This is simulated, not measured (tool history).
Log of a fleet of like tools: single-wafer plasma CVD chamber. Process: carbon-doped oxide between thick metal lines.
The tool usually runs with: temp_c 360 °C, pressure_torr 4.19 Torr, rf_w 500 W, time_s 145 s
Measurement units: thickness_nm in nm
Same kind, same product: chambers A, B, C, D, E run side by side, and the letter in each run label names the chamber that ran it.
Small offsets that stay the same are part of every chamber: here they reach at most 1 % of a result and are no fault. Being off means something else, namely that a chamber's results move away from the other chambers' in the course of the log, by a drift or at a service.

run	day	temp_c	pressure_torr	rf_w	time_s	hours since the last thermocouple change	hours since the last RF generator calibration	hours since the last manometer calibration	read-back reference wafer on the same gauge, thickness_nm	thickness_nm
1D	0.417	360	4.19	500	145	1160.2	1979.3	1772.2	641.74	692.78
2A	0.658	360	4.19	500	145	1422.2	720.7	1679.4	641.74	693.9
3C	0.979	360	4.19	500	145	1405.3	45.6	132	641.62	696.09
4E	1.262	360	4.19	500	145	276.2	38	407.9	641.71	693.25
5B	1.717	360	4.19	500	145	2690.8	334.9	931.9	641.55	698.65
6E	1.954	360	4.19	500	145	292.8	54.6	424.5	641.44	691.65
7D	2.304	360	4.19	500	145	1205.5	2024.6	1817.5	641.41	695.94
8A	2.633	360	4.19	500	145	1469.6	768.1	1726.8	641.37	691.88
9B	3.046	360	4.19	500	145	2722.7	366.8	963.8	641.13	697.98
10C	3.325	360	4.19	500	145	1461.6	101.9	188.3	641.06	693.67
11B	3.658	360	4.19	500	145	2737.4	381.5	978.5	641.02	697.63
12D	4.125	369	4.19	500	130	1249.2	2068.3	1861.2	640.94	610.63
13E	4.562	369	4.19	500	130	355.4	117.2	487.1	640.61	607.91
14C	5.008	369	4.19	500	130	1502	142.3	228.7	640.59	608.93
15A	5.379	369	4.19	500	130	1535.5	834	1792.7	640.89	607.09
16E	5.662	369	4.19	500	130	381.8	143.6	513.5	640.41	607.72
17A	6.179	360	4.19	500	145	1554.7	853.2	1811.9	640.27	691.53
# day 6.533: chamber A: thermocouple changed; heater temperature recalibrated
18B	6.558	360	3.3	500	157	2807	451.1	1048.1	640.48	730.12
19C	6.904	360	3.3	500	157	1547.5	187.8	274.2	640.2	727.47
20D	7.154	360	3.3	500	157	1321.9	2141	1933.9	640.18	726.69
21B	7.604	360	3.3	500	157	2832.1	476.2	1073.2	640.38	728.97
22C	8.008	360	3.3	500	157	1574	214.3	300.7	639.98	724.16
23E	8.35	360	4.19	500	145	446.3	208.1	578	639.69	690.49
24A	8.733	360	4.19	500	145	52.9	914.5	1873.2	639.58	690.87
25D	9.171	360	4.19	500	145	1370.3	2189.4	1982.3	639.36	694.14
26B	9.658	360	4.19	500	145	2881.4	525.5	1122.5	639.32	695.66
27E	10.008	360	4.19	500	145	486.1	247.9	617.8	639.27	690.82
28D	10.442	360	4.19	500	145	1400.8	2219.9	2012.8	639.42	692.45
29A	10.829	360	4.19	500	145	103.2	964.8	1923.5	638.95	689.12
30C	11.242	360	4.19	500	145	1651.6	291.9	378.3	638.96	692.55
31E	11.612	360	4.19	500	145	524.6	286.4	656.3	638.81	690.45
32D	12.138	360	4.19	500	145	1441.5	2260.6	2053.5	638.72	691.01
33C	12.529	360	4.19	500	145	1682.5	322.8	409.2	638.54	691.4
34A	12.812	360	4.19	500	145	150.8	1012.4	1971.1	638.78	688.94
# day 13.088: chamber A: RF generator calibrated
35B	13.221	360	4.19	500	145	2966.9	611	1208	638.23	696.69
36C	13.679	360	4.19	500	145	1710.1	350.4	436.8	638.5	690.11
37A	14.196	360	4.19	500	145	184	26.6	2004.3	638.06	688.21
# day 14.421: chamber B: thermocouple changed; heater temperature recalibrated
38B	14.45	360	4.19	500	145	0.7	640.5	1237.5	638.51	693.77
39D	14.854	360	4.19	500	145	1506.7	2325.8	2118.7	638.21	690.04
40E	15.175	360	4.19	500	145	610.1	371.9	741.8	638.13	689.93

Does one chamber stand apart from the rest, does the shared gauge drift, or is all well apart from small per-chamber offsets? Give the chamber and the most likely cause, where there is one.

The gauge drifts, so all chambers seem to drift together. No chamber is off.
Cause: gauge reads low (%) = 0.638.
